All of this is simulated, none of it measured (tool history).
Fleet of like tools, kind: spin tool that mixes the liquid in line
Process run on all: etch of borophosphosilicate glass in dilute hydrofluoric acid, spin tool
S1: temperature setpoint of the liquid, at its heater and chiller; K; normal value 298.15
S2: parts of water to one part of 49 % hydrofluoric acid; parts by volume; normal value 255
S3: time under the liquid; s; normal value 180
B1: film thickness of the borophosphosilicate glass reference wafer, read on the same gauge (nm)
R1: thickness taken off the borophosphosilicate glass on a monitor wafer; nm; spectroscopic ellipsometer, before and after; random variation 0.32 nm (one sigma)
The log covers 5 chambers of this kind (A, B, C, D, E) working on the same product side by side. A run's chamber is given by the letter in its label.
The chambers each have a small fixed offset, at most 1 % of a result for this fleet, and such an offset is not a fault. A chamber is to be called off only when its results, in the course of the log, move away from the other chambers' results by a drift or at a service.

Run 1D, hour 3.4: usual settings; B1 49.982. Result: R1 34.345 nm.
Run 2E, hour 7.6: usual settings; B1 49.991. Result: R1 34.514 nm.
Run 3A, hour 11.0: usual settings; B1 49.960. Result: R1 33.869 nm.
Run 4B, hour 13.5: usual settings; B1 49.992. Result: R1 34.976 nm.
Run 5C, hour 17.2: usual settings but S3 135 s; B1 50.017. Result: R1 25.993 nm.
Run 6D, hour 21.8: usual settings but S3 135 s; B1 50.016. Result: R1 25.935 nm.
Run 7C, hour 25.4: usual settings but S3 135 s; B1 50.008. Result: R1 25.871 nm.
Run 8A, hour 28.6: usual settings but S3 135 s; B1 50.032. Result: R1 25.781 nm.
Run 9E, hour 31.0: usual settings but S3 135 s; B1 49.998. Result: R1 26.498 nm.
Run 10B, hour 35.3: usual settings; B1 49.990. Result: R1 34.945 nm.
Run 11A, hour 37.8: usual settings; B1 50.003. Result: R1 34.423 nm.
Run 12D, hour 41.8: usual settings but S1 293.65 K, S2 305 parts by volume; B1 49.973. Result: R1 23.294 nm.
Run 13C, hour 46.4: usual settings but S1 293.65 K, S2 305 parts by volume; B1 49.976. Result: R1 23.425 nm.
Run 14E, hour 49.1: usual settings but S1 293.65 K, S2 305 parts by volume; B1 50.035. Result: R1 23.619 nm.
Run 15B, hour 53.2: usual settings but S1 293.65 K, S2 305 parts by volume; B1 50.005. Result: R1 23.803 nm.
Run 16C, hour 56.6: usual settings but S1 293.65 K, S2 305 parts by volume; B1 49.984. Result: R1 23.457 nm.
Run 17A, hour 60.6: usual settings; B1 49.995. Result: R1 34.304 nm.
Run 18B, hour 62.9: usual settings; B1 50.019. Result: R1 34.415 nm.
Run 19D, hour 66.4: usual settings; B1 50.032. Result: R1 33.705 nm.
Run 20E, hour 70.5: usual settings; B1 50.008. Result: R1 34.501 nm.
Run 21B, hour 74.5: usual settings; B1 50.004. Result: R1 34.537 nm.
Run 22D, hour 78.4: usual settings but S2 210 parts by volume, S3 100 s; B1 49.962. Result: R1 23.794 nm.
Run 23E, hour 81.4: usual settings but S2 210 parts by volume, S3 100 s; B1 49.991. Result: R1 24.394 nm.
Run 24C, hour 83.9: usual settings but S2 210 parts by volume, S3 100 s; B1 49.974. Result: R1 24.081 nm.
Run 25A, hour 86.2: usual settings but S2 210 parts by volume, S3 100 s; B1 49.960. Result: R1 24.152 nm.
Run 26C, hour 90.7: usual settings but S2 210 parts by volume, S3 100 s; B1 50.001. Result: R1 24.235 nm.
Run 27B, hour 95.2: usual settings; B1 49.957. Result: R1 34.211 nm.
Run 28A, hour 99.1: usual settings; B1 49.998. Result: R1 34.227 nm.
Run 29D, hour 103.0: usual settings; B1 49.999. Result: R1 32.734 nm.
Run 30E, hour 107.0: usual settings; B1 49.988. Result: R1 34.651 nm.
Run 31C, hour 111.6: usual settings; B1 49.994. Result: R1 34.716 nm.
Run 32A, hour 113.9: usual settings; B1 50.013. Result: R1 34.208 nm.
Run 33E, hour 116.5: usual settings; B1 49.959. Result: R1 34.416 nm.

All 5 chambers run these settings next. Forecast each chamber's results:
Run 34A, hour 119.8: usual settings. Result: R1 ?.
Run 34B, hour 119.8: usual settings. Result: R1 ?.
Run 34C, hour 119.8: usual settings. Result: R1 ?.
Run 34D, hour 119.8: usual settings. Result: R1 ?.
Run 34E, hour 119.8: usual settings. Result: R1 ?.

run      R1
34A  34.169
34B  34.936
34C  34.258
34D  32.515
34E  34.378
